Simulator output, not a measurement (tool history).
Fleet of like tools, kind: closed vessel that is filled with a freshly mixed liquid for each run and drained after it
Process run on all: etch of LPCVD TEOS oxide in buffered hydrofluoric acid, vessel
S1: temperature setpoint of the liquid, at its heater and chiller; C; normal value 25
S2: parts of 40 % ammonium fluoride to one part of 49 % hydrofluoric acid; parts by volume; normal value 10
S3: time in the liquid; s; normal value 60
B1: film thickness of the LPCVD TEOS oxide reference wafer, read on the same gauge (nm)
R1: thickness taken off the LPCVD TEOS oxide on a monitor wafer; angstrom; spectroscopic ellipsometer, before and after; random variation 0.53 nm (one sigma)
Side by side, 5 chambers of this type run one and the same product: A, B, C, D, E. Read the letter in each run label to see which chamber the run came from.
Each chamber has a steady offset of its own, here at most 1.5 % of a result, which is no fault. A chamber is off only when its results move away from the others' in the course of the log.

{"run": "1C", "hour": 3.6, "S1": 25, "S2": 10, "S3": 60, "B1": 69.991, "R1": 1502.3}
{"run": "2A", "hour": 8.0, "S1": 25, "S2": 10, "S3": 60, "B1": 70.014, "R1": 1489.1}
{"run": "3E", "hour": 13.8, "S1": 25, "S2": 10, "S3": 60, "B1": 70.008, "R1": 1495.4}
{"run": "4B", "hour": 17.7, "S1": 25, "S2": 10, "S3": 60, "B1": 69.994, "R1": 1499.7}
{"run": "5D", "hour": 22.7, "S1": 25, "S2": 10, "S3": 60, "B1": 69.99, "R1": 1515.9}
{"run": "6D", "hour": 25.7, "S1": 25, "S2": 10, "S3": 35, "B1": 70, "R1": 881.38}
{"run": "7C", "hour": 30.2, "S1": 25, "S2": 10, "S3": 35, "B1": 69.993, "R1": 872.68}
{"run": "8A", "hour": 33.5, "S1": 25, "S2": 10, "S3": 35, "B1": 70.016, "R1": 867.02}
{"hour": 33.7, "done": "chamber E: thermometer replaced"}
{"run": "9E", "hour": 38.7, "S1": 25, "S2": 10, "S3": 35, "B1": 70.02, "R1": 873.2}
{"run": "10B", "hour": 42.9, "S1": 25, "S2": 10, "S3": 35, "B1": 70.008, "R1": 874.76}
{"run": "11A", "hour": 46.9, "S1": 25, "S2": 10, "S3": 60, "B1": 69.999, "R1": 1495.5}
{"run": "12E", "hour": 51.1, "S1": 25, "S2": 10, "S3": 60, "B1": 70.008, "R1": 1502.1}
{"run": "13D", "hour": 54.0, "S1": 25, "S2": 10, "S3": 60, "B1": 70.003, "R1": 1509.9}
{"run": "14C", "hour": 56.9, "S1": 25, "S2": 10, "S3": 60, "B1": 69.991, "R1": 1492.9}
{"run": "15B", "hour": 61.7, "S1": 26.5, "S2": 10, "S3": 60, "B1": 69.997, "R1": 1632.9}
{"run": "16E", "hour": 65.1, "S1": 26.5, "S2": 10, "S3": 60, "B1": 70.007, "R1": 1625.2}
{"run": "17D", "hour": 67.7, "S1": 26.5, "S2": 10, "S3": 60, "B1": 69.971, "R1": 1656.1}
{"run": "18C", "hour": 73.1, "S1": 26.5, "S2": 10, "S3": 60, "B1": 70.009, "R1": 1635.5}
{"run": "19B", "hour": 77.6, "S1": 26.5, "S2": 10, "S3": 60, "B1": 70.033, "R1": 1629.4}
{"run": "20A", "hour": 83.4, "S1": 25, "S2": 10, "S3": 60, "B1": 70.021, "R1": 1497.8}
{"run": "21D", "hour": 89.2, "S1": 25, "S2": 10, "S3": 60, "B1": 69.994, "R1": 1532}
{"run": "22E", "hour": 92.3, "S1": 28.5, "S2": 10, "S3": 60, "B1": 70.003, "R1": 1824.7}
{"run": "23B", "hour": 96.0, "S1": 28.5, "S2": 10, "S3": 60, "B1": 70, "R1": 1808.3}
{"run": "24C", "hour": 100.1, "S1": 28.5, "S2": 10, "S3": 60, "B1": 69.995, "R1": 1812.2}
{"run": "25A", "hour": 105.5, "S1": 28.5, "S2": 10, "S3": 60, "B1": 70, "R1": 1807.4}
{"run": "26E", "hour": 110.1, "S1": 28.5, "S2": 10, "S3": 60, "B1": 70.009, "R1": 1820.1}
{"run": "27A", "hour": 113.1, "S1": 23, "S2": 10, "S3": 90, "B1": 70, "R1": 2003.6}
{"run": "28D", "hour": 116.6, "S1": 23, "S2": 10, "S3": 90, "B1": 69.99, "R1": 2096.2}
{"run": "29B", "hour": 120.1, "S1": 23, "S2": 10, "S3": 90, "B1": 70.003, "R1": 2014.7}
{"run": "30C", "hour": 124.1, "S1": 23, "S2": 10, "S3": 90, "B1": 69.986, "R1": 2013.1}
{"run": "31B", "hour": 128.4, "S1": 23, "S2": 10, "S3": 90, "B1": 70.006, "R1": 2015.2}
{"run": "32D", "hour": 131.3, "S1": 25, "S2": 10, "S3": 60, "B1": 69.993, "R1": 1567.7}
{"run": "33A", "hour": 134.5, "S1": 25, "S2": 10, "S3": 60, "B1": 69.982, "R1": 1489}
{"hour": 135.4, "done": "chamber E: hydrofluoric acid flow meter replaced"}
{"run": "34E", "hour": 139.7, "S1": 25, "S2": 10, "S3": 60, "B1": 70.007, "R1": 1506.4}
{"run": "35C", "hour": 144.5, "S1": 25, "S2": 10, "S3": 60, "B1": 69.992, "R1": 1498}
{"run": "36D", "hour": 147.6, "S1": 25, "S2": 10, "S3": 60, "B1": 70.007, "R1": 1570.5}
{"run": "37C", "hour": 151.5, "S1": 21.5, "S2": 10, "S3": 45, "B1": 69.98, "R1": 927.21}
{"run": "38E", "hour": 156.8, "S1": 21.5, "S2": 10, "S3": 45, "B1": 69.989, "R1": 926.48}

Is one chamber out of step, is the gauge drifting, or do the chambers differ by no more than their own small offsets? For an off chamber, give its letter and the likeliest cause.

Little by little, chamber D moves away from the other chambers.
What lies behind it: hydrofluoric acid flow above the setpoint (%) = 6.44.
The log may not tell that from: liquid hotter than its thermometer reads (K).

Below are 4 candidate recipes for chamber D's next run, each the usual settings with a change, their results shown as question marks. Which of them brings D's results back in line with what the other chambers give on the usual settings?
In line here means within this much of the mean the other chambers give on the usual settings: R1 19 angstrom
{"run": "39D-1", "hour": 161.1, "S1": 25, "S2": 10, "S3": 65, "R1": "?"}
{"run": "39D-2", "hour": 161.1, "S1": 25, "S2": 10, "S3": 55, "R1": "?"}
{"run": "39D-3", "hour": 161.1, "S1": 26, "S2": 10, "S3": 60, "R1": "?"}
{"run": "39D-4", "hour": 161.1, "S1": 24, "S2": 10, "S3": 60, "R1": "?"}

Average result of the remaining chambers running the usual settings: R1 1498.1 angstrom
run=39D-1 R1=1704.2
run=39D-2 R1=1442
run=39D-3 R1=1661.2
run=39D-4 R1=1489.2
39D-4 puts the chamber back in line with the other chambers.

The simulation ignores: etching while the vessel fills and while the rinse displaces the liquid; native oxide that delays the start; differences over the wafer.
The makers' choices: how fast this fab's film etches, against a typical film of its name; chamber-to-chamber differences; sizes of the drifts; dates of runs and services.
